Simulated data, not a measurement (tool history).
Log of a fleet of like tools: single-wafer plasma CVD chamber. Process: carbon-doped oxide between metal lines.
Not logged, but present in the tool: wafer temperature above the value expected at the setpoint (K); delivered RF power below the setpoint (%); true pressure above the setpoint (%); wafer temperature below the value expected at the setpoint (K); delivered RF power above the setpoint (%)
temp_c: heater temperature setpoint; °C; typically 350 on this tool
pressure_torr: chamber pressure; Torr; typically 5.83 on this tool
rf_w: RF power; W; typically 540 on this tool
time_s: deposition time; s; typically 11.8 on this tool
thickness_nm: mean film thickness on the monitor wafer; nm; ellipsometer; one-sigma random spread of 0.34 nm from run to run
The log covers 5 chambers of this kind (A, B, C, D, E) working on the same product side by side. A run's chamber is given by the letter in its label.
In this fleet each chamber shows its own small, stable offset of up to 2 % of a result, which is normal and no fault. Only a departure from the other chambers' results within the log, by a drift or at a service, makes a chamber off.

run	hour	temp_c	pressure_torr	rf_w	time_s	hours since the last thermocouple change	hours since the last RF generator calibration	hours since the last manometer calibration	read-back reference wafer on the same gauge, thickness_nm	thickness_nm
1C	3.8	350	5.83	540	11.8	1756.9	1404.4	1422.7	56.336	65.596
2E	9.9	350	5.83	540	11.8	867.9	674.4	987.4	56.327	65.365
3B	16.8	350	5.83	540	11.8	662.6	370.8	765.6	56.365	65.080
4D	22.7	350	5.83	540	11.8	824.8	321.6	543.9	56.450	66.873
5A	29.0	350	5.83	540	11.8	306.2	475.8	1510.6	56.445	64.919
6C	33.5	350	5.83	540	11.8	1786.6	1434.1	1452.4	56.377	65.366
7E	39.3	350	5.83	540	11.8	897.3	703.8	1016.8	56.387	65.207
# hour 45.0: chamber C: thermocouple changed; heater temperature recalibrated
8B	47.0	350	5.83	540	11.8	692.8	401.0	795.8	56.397	64.614
9A	50.7	350	5.83	540	11.8	327.9	497.5	1532.3	56.461	65.287
10D	55.0	350	5.83	540	11.8	857.1	353.9	576.2	56.403	66.443
11C	62.8	350	5.83	540	11.8	17.8	1463.4	1481.7	56.446	65.661
12B	70.3	350	5.83	540	11.8	716.1	424.3	819.1	56.372	64.459
13A	73.9	350	5.83	540	11.8	351.1	520.7	1555.5	56.382	64.772
14D	78.9	350	5.83	540	11.8	881.0	377.8	600.1	56.380	66.896
15E	82.9	350	5.83	540	11.8	940.9	747.4	1060.4	56.415	64.155
16D	90.5	350	5.83	540	11.8	892.6	389.4	611.7	56.338	66.599
17E	98.2	350	5.83	540	11.8	956.2	762.7	1075.7	56.479	64.031
18B	102.4	350	5.83	540	11.8	748.2	456.4	851.2	56.308	64.858
19A	109.1	350	5.83	540	11.8	386.3	555.9	1590.7	56.375	65.183
20C	117.4	350	5.83	540	11.8	72.4	1518.0	1536.3	56.477	66.021
21C	123.0	350	5.83	540	11.8	78.0	1523.6	1541.9	56.400	65.994
22E	126.9	350	5.83	540	11.8	984.9	791.4	1104.4	56.381	63.883
23A	130.8	350	5.83	540	11.8	408.0	577.6	1612.4	56.394	64.955
24B	137.8	350	5.01	645	11.8	783.6	491.8	886.6	56.397	70.940
25D	142.6	350	5.01	645	11.8	944.7	441.5	663.8	56.438	72.162
26D	147.7	350	5.01	645	11.8	949.8	446.6	668.9	56.430	72.001
27E	152.9	350	5.01	645	11.8	1010.9	817.4	1130.4	56.354	69.666
28A	157.3	350	5.01	645	11.8	434.5	604.1	1638.9	56.388	70.502
29C	165.3	350	5.83	540	11.8	120.3	1565.9	1584.2	56.421	65.863
30B	172.2	350	5.83	540	11.8	818.0	526.2	921.0	56.316	65.051
31B	179.7	350	5.83	540	11.8	825.5	533.7	928.5	56.417	64.986
# hour 180.7: chamber E: capacitance manometer re-zeroed and calibrated
32D	185.3	350	5.83	540	11.8	987.4	484.2	706.5	56.389	67.171
33E	190.9	350	5.83	540	11.8	1048.9	855.4	10.2	56.462	63.323
34A	198.3	350	5.83	540	11.8	475.5	645.1	1679.9	56.386	64.515
35C	206.1	350	5.83	540	11.8	161.1	1606.7	1625.0	56.394	65.820
36B	214.3	350	5.83	540	11.8	860.1	568.3	963.1	56.426	64.671

Predict what each chamber gives when all 5 of them run the settings below next.
37A	220.3	350	5.83	540	13.5					?
37B	220.3	350	5.83	540	13.5					?
37C	220.3	350	5.83	540	13.5					?
37D	220.3	350	5.83	540	13.5					?
37E	220.3	350	5.83	540	13.5					?

run	thickness_nm
37A	73.953
37B	73.637
37C	74.828
37D	76.337
37E	72.413
